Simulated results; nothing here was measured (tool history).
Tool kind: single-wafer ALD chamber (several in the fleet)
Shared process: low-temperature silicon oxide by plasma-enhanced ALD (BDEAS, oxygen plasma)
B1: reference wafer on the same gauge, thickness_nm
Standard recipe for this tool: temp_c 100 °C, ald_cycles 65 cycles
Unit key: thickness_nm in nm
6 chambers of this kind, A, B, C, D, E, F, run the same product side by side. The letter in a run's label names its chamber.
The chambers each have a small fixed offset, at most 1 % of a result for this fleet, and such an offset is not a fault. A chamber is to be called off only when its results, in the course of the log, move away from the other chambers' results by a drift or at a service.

run 1C day=0.221 | temp_c=100 ald_cycles=65 | B1=8.0930 | thickness_nm=9.2418
run 2F day=0.462 | temp_c=100 ald_cycles=65 | B1=8.0922 | thickness_nm=9.3007
run 3A day=0.838 | temp_c=100 ald_cycles=65 | B1=8.0834 | thickness_nm=9.2603
run 4E day=1.058 | temp_c=100 ald_cycles=65 | B1=8.0842 | thickness_nm=9.2954
run 5B day=1.262 | temp_c=100 ald_cycles=65 | B1=8.0976 | thickness_nm=9.2377
run 6D day=1.488 | temp_c=114 ald_cycles=55 | B1=8.0905 | thickness_nm=7.6648
run 7F day=1.850 | temp_c=114 ald_cycles=55 | B1=8.0797 | thickness_nm=7.7002
-- day=1.900 chamber A: thermocouple changed; heater temperature recalibrated
run 8D day=2.242 | temp_c=114 ald_cycles=55 | B1=8.0828 | thickness_nm=7.7128
run 9C day=2.525 | temp_c=114 ald_cycles=55 | B1=8.0949 | thickness_nm=7.6929
run 10B day=2.750 | temp_c=114 ald_cycles=55 | B1=8.0893 | thickness_nm=7.6689
run 11A day=3.167 | temp_c=114 ald_cycles=55 | B1=8.0942 | thickness_nm=7.6514
run 12E day=3.471 | temp_c=100 ald_cycles=57 | B1=8.0880 | thickness_nm=8.1662
run 13D day=3.883 | temp_c=100 ald_cycles=57 | B1=8.0925 | thickness_nm=8.2003
run 14F day=4.083 | temp_c=100 ald_cycles=57 | B1=8.0805 | thickness_nm=8.1941
run 15C day=4.496 | temp_c=100 ald_cycles=57 | B1=8.0906 | thickness_nm=8.1667
run 16A day=4.721 | temp_c=100 ald_cycles=57 | B1=8.0916 | thickness_nm=8.1497
run 17E day=4.929 | temp_c=100 ald_cycles=57 | B1=8.0864 | thickness_nm=8.2450
run 18B day=5.262 | temp_c=100 ald_cycles=65 | B1=8.0826 | thickness_nm=9.2062
run 19F day=5.717 | temp_c=100 ald_cycles=65 | B1=8.0966 | thickness_nm=9.2101
run 20E day=6.121 | temp_c=100 ald_cycles=65 | B1=8.0851 | thickness_nm=9.3125
run 21A day=6.500 | temp_c=100 ald_cycles=65 | B1=8.0909 | thickness_nm=9.2431
run 22D day=6.771 | temp_c=100 ald_cycles=65 | B1=8.1019 | thickness_nm=9.3386
run 23B day=7.025 | temp_c=100 ald_cycles=65 | B1=8.0844 | thickness_nm=9.2813
run 24C day=7.342 | temp_c=100 ald_cycles=65 | B1=8.0960 | thickness_nm=9.2907
run 25F day=7.575 | temp_c=100 ald_cycles=65 | B1=8.0850 | thickness_nm=9.2587
run 26E day=7.879 | temp_c=100 ald_cycles=65 | B1=8.0847 | thickness_nm=9.3845
run 27A day=8.333 | temp_c=100 ald_cycles=65 | B1=8.0957 | thickness_nm=9.2790
run 28B day=8.754 | temp_c=100 ald_cycles=65 | B1=8.1008 | thickness_nm=9.2489
run 29C day=9.138 | temp_c=100 ald_cycles=65 | B1=8.0852 | thickness_nm=9.2639
run 30D day=9.567 | temp_c=100 ald_cycles=65 | B1=8.0859 | thickness_nm=9.3380
run 31B day=9.942 | temp_c=100 ald_cycles=65 | B1=8.0923 | thickness_nm=9.3435
run 32E day=10.288 | temp_c=100 ald_cycles=65 | B1=8.0841 | thickness_nm=9.3251
run 33D day=10.721 | temp_c=100 ald_cycles=65 | B1=8.0952 | thickness_nm=9.3743
run 34C day=11.108 | temp_c=100 ald_cycles=65 | B1=8.0887 | thickness_nm=9.2844
run 35F day=11.338 | temp_c=100 ald_cycles=65 | B1=8.0860 | thickness_nm=9.3397
run 36A day=11.583 | temp_c=100 ald_cycles=65 | B1=8.0961 | thickness_nm=9.3575
run 37C day=11.996 | temp_c=100 ald_cycles=65 | B1=8.0899 | thickness_nm=9.2397
run 38E day=12.250 | temp_c=100 ald_cycles=65 | B1=8.0918 | thickness_nm=9.2828
run 39A day=12.625 | temp_c=112 ald_cycles=65 | B1=8.1004 | thickness_nm=9.0204
run 40F day=12.879 | temp_c=112 ald_cycles=65 | B1=8.0822 | thickness_nm=9.0669
run 41B day=13.258 | temp_c=112 ald_cycles=65 | B1=8.0863 | thickness_nm=8.9933

Next, all 6 chambers run the settings below, one line each with question marks for the results. What does each chamber give?
run 42A day=13.583 | temp_c=105 ald_cycles=65 | thickness_nm=?
run 42B day=13.583 | temp_c=105 ald_cycles=65 | thickness_nm=?
run 42C day=13.583 | temp_c=105 ald_cycles=65 | thickness_nm=?
run 42D day=13.583 | temp_c=105 ald_cycles=65 | thickness_nm=?
run 42E day=13.583 | temp_c=105 ald_cycles=65 | thickness_nm=?
run 42F day=13.583 | temp_c=105 ald_cycles=65 | thickness_nm=?

run=42A thickness_nm=9.2299
run=42B thickness_nm=9.1195
run=42C thickness_nm=9.2271
run=42D thickness_nm=9.2647
run=42E thickness_nm=9.1889
run=42F thickness_nm=9.2782
